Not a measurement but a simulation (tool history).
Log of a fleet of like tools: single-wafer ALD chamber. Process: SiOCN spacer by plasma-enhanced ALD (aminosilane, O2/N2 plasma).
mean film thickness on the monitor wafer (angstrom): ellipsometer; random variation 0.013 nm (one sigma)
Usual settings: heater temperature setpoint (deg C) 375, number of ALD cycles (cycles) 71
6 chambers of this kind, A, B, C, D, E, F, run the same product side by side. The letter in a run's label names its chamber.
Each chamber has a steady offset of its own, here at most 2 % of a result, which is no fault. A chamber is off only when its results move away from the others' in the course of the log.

run	hour	heater temperature setpoint (deg C)	number of ALD cycles (cycles)	read-back reference wafer on the same gauge, thickness_nm	mean film thickness on the monitor wafer (angstrom)
1D	5.6	375	71	4.7385	42.734
2E	12.1	375	71	4.7412	43.91
3F	16.3	375	71	4.7416	42.997
4B	20	375	71	4.7431	42.961
5A	23.1	375	71	4.7375	41.939
6C	29.1	375	71	4.7414	42.54
7D	32.4	375	71	4.7402	43.112
8A	36.7	375	71	4.7413	42.291
9E	40.1	375	66	4.7429	40.614
10F	46.6	375	66	4.7377	39.833
11B	53.2	375	66	4.7403	40.077
12C	58.8	375	66	4.738	39.79
13E	63.9	375	66	4.7397	40.539
14C	69.4	375	66	4.7368	39.879
15F	72.9	375	66	4.7369	39.837
16B	78.8	375	66	4.7397	39.8
17D	83.2	375	66	4.7377	39.946
18A	88	375	66	4.7383	39.121
19C	92.1	375	66	4.7407	39.562
20B	97.5	375	66	4.743	39.917
21F	102.6	375	71	4.7407	42.716
22E	106.8	375	71	4.7376	43.74
23A	112.1	375	71	4.7408	42.084
24D	116.1	375	71	4.7396	42.671
25D	122.5	375	71	4.7406	43.144
26E	127.3	375	71	4.7407	43.768
27B	131.7	375	71	4.7373	42.962
28C	136.1	375	71	4.7389	42.688
29A	141.3	375	71	4.7387	41.929
30F	145.7	375	71	4.7398	43.06
31D	150.4	370	71	4.7359	42.641
32F	155.9	370	71	4.7421	42.993
33B	162.2	370	71	4.7385	43.059
34C	168.4	370	71	4.741	42.719
35E	172	370	71	4.7349	43.708
36A	175.3	370	71	4.7424	42.168
37D	179.7	375	71	4.7407	42.923
38E	183.7	375	71	4.7426	43.762
39C	186.7	375	71	4.7404	42.84
40A	192.2	375	71	4.7415	42.044
41F	196.1	375	71	4.7342	42.873

What goes on in this fleet: one chamber off, a drifting gauge, or nothing beyond the chambers' own small offsets? Name the chamber and the cause, if any.

No chamber stands off beyond its own small offset, and the gauge holds steady.
